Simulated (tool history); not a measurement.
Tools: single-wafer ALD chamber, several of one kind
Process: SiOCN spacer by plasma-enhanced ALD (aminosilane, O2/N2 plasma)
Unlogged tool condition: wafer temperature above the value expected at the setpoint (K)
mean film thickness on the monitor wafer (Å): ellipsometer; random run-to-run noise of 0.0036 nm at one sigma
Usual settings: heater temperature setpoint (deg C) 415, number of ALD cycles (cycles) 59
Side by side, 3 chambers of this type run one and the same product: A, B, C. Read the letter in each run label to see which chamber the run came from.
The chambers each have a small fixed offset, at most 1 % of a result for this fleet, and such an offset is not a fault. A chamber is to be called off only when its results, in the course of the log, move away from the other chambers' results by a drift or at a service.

run,hour,heater temperature setpoint (deg C),number of ALD cycles (cycles),hours since the last thermocouple change,"read-back reference wafer on the same gauge, thickness_nm",mean film thickness on the monitor wafer (Å)
1C,6.2,415,59,106.5,3.4592,34.193
2A,13.7,415,59,554.3,3.4576,33.953
3B,20.5,415,59,654.7,3.4581,33.849
4A,27.7,415,59,568.3,3.4576,33.973
5C,35.4,415,59,135.7,3.4570,34.172
6B,43.5,415,59,677.7,3.4564,33.841
7B,48.8,429,67,683.0,3.4559,36.715
8A,56.8,429,67,597.4,3.4557,36.784
9C,61.0,429,67,161.3,3.4559,37.208
10B,67.2,415,59,701.4,3.4545,33.772
11C,71.7,415,59,172.0,3.4541,34.153
12A,77.2,415,59,617.8,3.4533,33.895
13B,82.4,415,59,716.6,3.4533,33.820
14C,89.1,415,59,189.4,3.4532,34.185
15A,97.0,415,59,637.6,3.4516,33.875
16B,101.6,415,59,735.8,3.4523,33.789
17C,105.5,415,59,205.8,3.4518,34.183
18A,113.3,415,59,653.9,3.4513,33.872
19B,121.4,415,59,755.6,3.4499,33.824
20C,126.3,428,68,226.6,3.4502,37.736
21A,133.8,428,68,674.4,3.4484,37.398
22A,139.8,428,68,680.4,3.4486,37.384
23C,144.9,415,59,245.2,3.4484,34.088
24B,149.1,415,59,783.3,3.4478,33.735
25C,157.5,415,59,257.8,3.4481,34.080
26A,163.2,415,59,703.8,3.4467,33.851
27B,170.5,415,59,804.7,3.4466,33.743
28B,177.0,415,59,811.2,3.4471,33.752
29C,185.1,415,59,285.4,3.4461,34.029

Read the log: is a single chamber off, either drifting away or since a service, is the gauge that measures every chamber drifting, or is nothing wrong beyond small per-chamber offsets? Name any odd chamber and what most likely caused it.

None of the chambers is off. What moves is the gauge, dragging all their readings along together.
Likeliest cause: gauge reads low (%) = 0.44.

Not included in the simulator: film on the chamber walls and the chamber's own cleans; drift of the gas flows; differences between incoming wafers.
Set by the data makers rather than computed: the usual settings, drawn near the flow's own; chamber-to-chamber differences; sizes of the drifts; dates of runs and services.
